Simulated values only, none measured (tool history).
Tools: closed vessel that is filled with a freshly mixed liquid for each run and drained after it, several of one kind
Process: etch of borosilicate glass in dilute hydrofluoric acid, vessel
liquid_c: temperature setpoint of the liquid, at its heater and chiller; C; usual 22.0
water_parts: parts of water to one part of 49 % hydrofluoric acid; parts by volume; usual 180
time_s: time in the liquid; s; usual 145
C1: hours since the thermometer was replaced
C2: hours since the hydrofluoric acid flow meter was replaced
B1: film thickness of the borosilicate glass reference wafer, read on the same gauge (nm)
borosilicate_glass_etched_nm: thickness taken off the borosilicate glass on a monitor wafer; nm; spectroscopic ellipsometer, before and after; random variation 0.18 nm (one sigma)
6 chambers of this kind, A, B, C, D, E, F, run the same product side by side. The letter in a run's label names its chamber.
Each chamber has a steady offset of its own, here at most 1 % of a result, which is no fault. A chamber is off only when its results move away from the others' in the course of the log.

run 1E hour=10.2 | liquid_c=22.0 water_parts=180 time_s=145 | C1=1111.5 C2=945.5 | B1=110.00 | borosilicate_glass_etched_nm=24.887
run 2C hour=18.7 | liquid_c=22.0 water_parts=180 time_s=145 | C1=403.1 C2=544.3 | B1=109.98 | borosilicate_glass_etched_nm=25.399
run 3D hour=28.3 | liquid_c=22.0 water_parts=180 time_s=145 | C1=1194.2 C2=1221.5 | B1=110.00 | borosilicate_glass_etched_nm=25.410
run 4F hour=35.7 | liquid_c=22.0 water_parts=180 time_s=145 | C1=1772.1 C2=1999.9 | B1=109.99 | borosilicate_glass_etched_nm=25.064
-- hour=43.6 chamber D: thermometer replaced
run 5A hour=49.3 | liquid_c=22.0 water_parts=180 time_s=145 | C1=292.1 C2=97.6 | B1=110.01 | borosilicate_glass_etched_nm=25.312
-- hour=56.4 chamber F: hydrofluoric acid flow meter replaced
run 6B hour=58.4 | liquid_c=26.0 water_parts=180 time_s=145 | C1=424.3 C2=185.7 | B1=109.99 | borosilicate_glass_etched_nm=29.228
run 7D hour=66.9 | liquid_c=26.0 water_parts=180 time_s=145 | C1=23.4 C2=1260.1 | B1=109.99 | borosilicate_glass_etched_nm=29.444
run 8B hour=75.7 | liquid_c=26.0 water_parts=180 time_s=145 | C1=441.6 C2=203.0 | B1=110.01 | borosilicate_glass_etched_nm=29.421
run 9F hour=90.5 | liquid_c=26.0 water_parts=180 time_s=145 | C1=1826.9 C2=34.1 | B1=109.99 | borosilicate_glass_etched_nm=28.666
run 10E hour=103.2 | liquid_c=26.0 water_parts=180 time_s=145 | C1=1204.5 C2=1038.5 | B1=109.99 | borosilicate_glass_etched_nm=29.089
run 11C hour=117.3 | liquid_c=26.0 water_parts=180 time_s=145 | C1=501.7 C2=642.9 | B1=110.00 | borosilicate_glass_etched_nm=29.320
run 12A hour=126.8 | liquid_c=22.0 water_parts=180 time_s=145 | C1=369.6 C2=175.1 | B1=110.01 | borosilicate_glass_etched_nm=25.351
run 13B hour=134.6 | liquid_c=22.0 water_parts=180 time_s=145 | C1=500.5 C2=261.9 | B1=110.01 | borosilicate_glass_etched_nm=24.771
run 14A hour=149.9 | liquid_c=22.0 water_parts=180 time_s=145 | C1=392.7 C2=198.2 | B1=110.02 | borosilicate_glass_etched_nm=24.745
run 15C hour=156.8 | liquid_c=22.0 water_parts=180 time_s=145 | C1=541.2 C2=682.4 | B1=110.01 | borosilicate_glass_etched_nm=24.958
run 16D hour=172.6 | liquid_c=22.0 water_parts=180 time_s=145 | C1=129.1 C2=1365.8 | B1=110.02 | borosilicate_glass_etched_nm=25.582
run 17E hour=188.0 | liquid_c=17.5 water_parts=180 time_s=120 | C1=1289.3 C2=1123.3 | B1=110.00 | borosilicate_glass_etched_nm=17.414
run 18F hour=196.5 | liquid_c=17.5 water_parts=180 time_s=120 | C1=1932.9 C2=140.1 | B1=109.99 | borosilicate_glass_etched_nm=17.644
run 19B hour=205.8 | liquid_c=17.5 water_parts=180 time_s=120 | C1=571.7 C2=333.1 | B1=110.00 | borosilicate_glass_etched_nm=17.673
-- hour=205.9 chamber C: hydrofluoric acid flow meter replaced
run 20A hour=219.8 | liquid_c=17.5 water_parts=180 time_s=120 | C1=462.6 C2=268.1 | B1=110.00 | borosilicate_glass_etched_nm=17.207
run 21C hour=228.4 | liquid_c=17.5 water_parts=180 time_s=120 | C1=612.8 C2=22.6 | B1=109.99 | borosilicate_glass_etched_nm=17.329
-- hour=232.9 chamber E: hydrofluoric acid flow meter replaced
run 22F hour=235.3 | liquid_c=17.5 water_parts=180 time_s=120 | C1=1971.7 C2=178.9 | B1=110.01 | borosilicate_glass_etched_nm=17.341
run 23E hour=246.9 | liquid_c=22.0 water_parts=180 time_s=145 | C1=1348.2 C2=14.0 | B1=110.03 | borosilicate_glass_etched_nm=25.315
run 24D hour=260.1 | liquid_c=22.0 water_parts=180 time_s=145 | C1=216.6 C2=1453.3 | B1=109.99 | borosilicate_glass_etched_nm=25.246
run 25B hour=268.4 | liquid_c=22.0 water_parts=180 time_s=145 | C1=634.3 C2=395.7 | B1=110.01 | borosilicate_glass_etched_nm=25.140
run 26E hour=279.2 | liquid_c=22.0 water_parts=180 time_s=145 | C1=1380.5 C2=46.3 | B1=110.01 | borosilicate_glass_etched_nm=24.952
run 27F hour=295.0 | liquid_c=22.0 water_parts=180 time_s=145 | C1=2031.4 C2=238.6 | B1=109.98 | borosilicate_glass_etched_nm=24.985
run 28D hour=310.3 | liquid_c=22.0 water_parts=180 time_s=145 | C1=266.8 C2=1503.5 | B1=110.00 | borosilicate_glass_etched_nm=25.610
run 29C hour=325.5 | liquid_c=22.0 water_parts=180 time_s=145 | C1=709.9 C2=119.7 | B1=110.02 | borosilicate_glass_etched_nm=25.243
run 30A hour=333.4 | liquid_c=22.0 water_parts=180 time_s=145 | C1=576.2 C2=381.7 | B1=110.01 | borosilicate_glass_etched_nm=24.275
run 31D hour=342.0 | liquid_c=22.0 water_parts=180 time_s=145 | C1=298.5 C2=1535.2 | B1=110.01 | borosilicate_glass_etched_nm=25.150
run 32C hour=349.2 | liquid_c=22.0 water_parts=180 time_s=145 | C1=733.6 C2=143.4 | B1=110.01 | borosilicate_glass_etched_nm=25.234
run 33F hour=362.5 | liquid_c=22.0 water_parts=180 time_s=145 | C1=2098.9 C2=306.1 | B1=109.99 | borosilicate_glass_etched_nm=24.665
run 34A hour=377.6 | liquid_c=22.0 water_parts=180 time_s=145 | C1=620.4 C2=425.9 | B1=110.00 | borosilicate_glass_etched_nm=24.133
run 35B hour=384.9 | liquid_c=22.0 water_parts=180 time_s=145 | C1=750.8 C2=512.2 | B1=110.03 | borosilicate_glass_etched_nm=24.874
run 36E hour=400.1 | liquid_c=22.0 water_parts=180 time_s=145 | C1=1501.4 C2=167.2 | B1=110.01 | borosilicate_glass_etched_nm=24.980
run 37E hour=411.6 | liquid_c=22.0 water_parts=180 time_s=145 | C1=1512.9 C2=178.7 | B1=110.01 | borosilicate_glass_etched_nm=24.853
run 38D hour=425.2 | liquid_c=22.0 water_parts=180 time_s=145 | C1=381.7 C2=1618.4 | B1=109.99 | borosilicate_glass_etched_nm=25.301
run 39F hour=436.2 | liquid_c=24.0 water_parts=180 time_s=115 | C1=2172.6 C2=379.8 | B1=109.99 | borosilicate_glass_etched_nm=21.221

Next, every chamber runs the same settings. What will each give?
run 40A hour=447.5 | liquid_c=22.0 water_parts=180 time_s=145 | borosilicate_glass_etched_nm=?
run 40B hour=447.5 | liquid_c=22.0 water_parts=180 time_s=145 | borosilicate_glass_etched_nm=?
run 40C hour=447.5 | liquid_c=22.0 water_parts=180 time_s=145 | borosilicate_glass_etched_nm=?
run 40D hour=447.5 | liquid_c=22.0 water_parts=180 time_s=145 | borosilicate_glass_etched_nm=?
run 40E hour=447.5 | liquid_c=22.0 water_parts=180 time_s=145 | borosilicate_glass_etched_nm=?
run 40F hour=447.5 | liquid_c=22.0 water_parts=180 time_s=145 | borosilicate_glass_etched_nm=?

run=40A borosilicate_glass_etched_nm=23.723
run=40B borosilicate_glass_etched_nm=25.112
run=40C borosilicate_glass_etched_nm=25.127
run=40D borosilicate_glass_etched_nm=25.522
run=40E borosilicate_glass_etched_nm=25.223
run=40F borosilicate_glass_etched_nm=24.842
